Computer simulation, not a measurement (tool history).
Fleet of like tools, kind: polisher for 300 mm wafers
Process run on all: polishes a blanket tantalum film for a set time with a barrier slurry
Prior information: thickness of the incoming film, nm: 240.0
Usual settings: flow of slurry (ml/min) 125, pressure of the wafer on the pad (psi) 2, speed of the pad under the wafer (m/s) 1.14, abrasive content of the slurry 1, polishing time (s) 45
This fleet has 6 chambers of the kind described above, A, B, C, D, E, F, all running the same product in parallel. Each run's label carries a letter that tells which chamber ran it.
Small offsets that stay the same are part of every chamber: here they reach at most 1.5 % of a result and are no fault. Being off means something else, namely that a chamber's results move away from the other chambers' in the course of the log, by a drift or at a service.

run   hour  flow of slurry (ml/min)  pressure of the wafer on the pad (psi)  speed of the pad under the wafer (m/s)  abrasive content of the slurry  polishing time (s)  film removed (nm)
 1D    7.9                      125                                       2                                    1.14                               1                  45             79.071
       9.5  -- chamber C: worn pad replaced by a new one
      18.7  -- chamber A: worn pad replaced by a new one
 2F   22.2                      125                                       2                                    1.14                               1                  45             79.039
 3A     34                      125                                       2                                    1.14                               1                  45             82.085
 4C   40.5                      125                                       2                                    1.14                               1                  45             78.254
      49.3  -- chamber E: worn pad replaced by a new one
 5B   50.6                      125                                       2                                    1.14                               1                  45             80.077
        52  -- chamber F: slurry blender recalibrated
      55.8  -- chamber D: worn pad replaced by a new one
      57.2  -- chamber A: slurry blender recalibrated
      57.5  -- chamber F: slurry nozzle cleaned
      61.9  -- chamber B: worn pad replaced by a new one
 6E   63.7                      125                                       2                                    1.14                               1                  45             79.717
      69.3  -- chamber F: worn pad replaced by a new one
 7A   71.7                      125                                       2                                    1.14                               1                  45             78.213
 8B   80.2                      125                                       2                                    1.14                               1                  45             79.049
      85.1  -- chamber C: worn pad replaced by a new one
 9D   90.3                      125                                       2                                    1.14                               1                  45             79.228
      90.9  -- chamber A: worn pad replaced by a new one
10E   99.7                      125                                       2                                    1.14                               1                  45              78.17
     108.6  -- chamber D: slurry nozzle cleaned
11F  109.5                      125                                       2                                    1.14                               1                  45             78.859
     119.9  -- chamber F: head pressure recalibrated
12C    122                      125                                       2                                    1.14                               1                  45             77.577
13A  129.9                      125                                       2                                    1.14                               1                  45             78.974
     131.4  -- chamber E: worn pad replaced by a new one
     136.2  -- chamber B: worn pad replaced by a new one
14C  138.6                      125                                       2                                    1.14                               1                  45             79.018
     142.4  -- chamber E: slurry blender recalibrated
15E  149.8                      125                                       2                                    1.14                               1                  45             79.306
     150.6  -- chamber E: head pressure recalibrated
     153.5  -- chamber D: worn pad replaced by a new one
     157.7  -- chamber F: worn pad replaced by a new one
16F  158.1                      125                                       2                                    1.14                               1                  45             81.277
     167.4  -- chamber A: worn pad replaced by a new one
17B  171.4                      125                                       2                                    1.14                               1                  36             64.009
     178.7  -- chamber C: worn pad replaced by a new one
18D  183.3                      125                                       2                                    1.14                               1                  36             64.053
     192.4  -- chamber C: slurry nozzle cleaned
19F  197.8                      125                                       2                                    1.14                               1                  36             62.777
     205.6  -- chamber C: head pressure recalibrated
     205.9  -- chamber A: slurry blender recalibrated
     208.7  -- chamber E: worn pad replaced by a new one
     210.1  -- chamber B: worn pad replaced by a new one
20E  212.3                      125                                       2                                    1.14                               1                  36             63.234
21B  226.7                      125                                       2                                    1.14                               1                  36             64.364
     228.8  -- chamber A: slurry nozzle cleaned
       232  -- chamber C: slurry blender recalibrated
22D  234.6                      125                                       2                                    1.14                               1                  36             64.006
     245.8  -- chamber F: worn pad replaced by a new one
     246.4  -- chamber D: slurry blender recalibrated
     246.5  -- chamber D: worn pad replaced by a new one
23A  248.5                       95                                       2                                    1.14                               1                  45             74.514
     250.3  -- chamber A: worn pad replaced by a new one
24C  259.5                       95                                       2                                    1.14                               1                  45             73.795
25F  266.6                       95                                       2                                    1.14                               1                  45             73.554
     273.8  -- chamber C: worn pad replaced by a new one
     277.1  -- chamber F: slurry blender recalibrated
26C  281.1                       95                                       2                                    1.14                               1                  45             73.737
27B  290.8                       95                                       2                                    1.14                               1                  45             75.768
     299.1  -- chamber E: worn pad replaced by a new one
28A  302.4                       95                                       2                                    1.14                               1                  45             74.427
     303.3  -- chamber B: slurry blender recalibrated
     306.7  -- chamber B: worn pad replaced by a new one
29E  310.6                      125                                       2                                    1.14                               1                  45             78.776
       323  -- chamber A: slurry blender recalibrated
30D  324.8                      125                                       2                                    1.14                               1                  45             78.705
     326.2  -- chamber F: worn pad replaced by a new one
31C  339.6                      125                                       2                                    1.14                               1                  45             80.677
     341.3  -- chamber D: worn pad replaced by a new one
       345  -- chamber A: worn pad replaced by a new one
32E  354.2                      125                                       2                                    1.14                               1                  45             80.095
33F  362.9                      125                                       2                                    1.14                               1                  45             78.674
34A    370                      125                                       2                                    1.14                               1                  45             79.172
35B  379.8                      125                                       2                                    1.14                               1                  45             80.069
       382  -- chamber E: worn pad replaced by a new one
36D  393.7                      125                                     2.2                                    1.14                               1                  57             110.48
37E    407                      125                                     2.2                                    1.14                               1                  57             108.88
     411.5  -- chamber F: worn pad replaced by a new one
38F    414                      125                                     2.2                                    1.14                               1                  57             110.66
39D  422.9                      125                                     2.2                                    1.14                               1                  57              108.4

One chamber off, gauge drift, or nothing amiss beyond the chambers' own small offsets? If it is a chamber, which one, and what is the likeliest cause?

No chamber stands off beyond its own small offset, and the gauge holds steady.
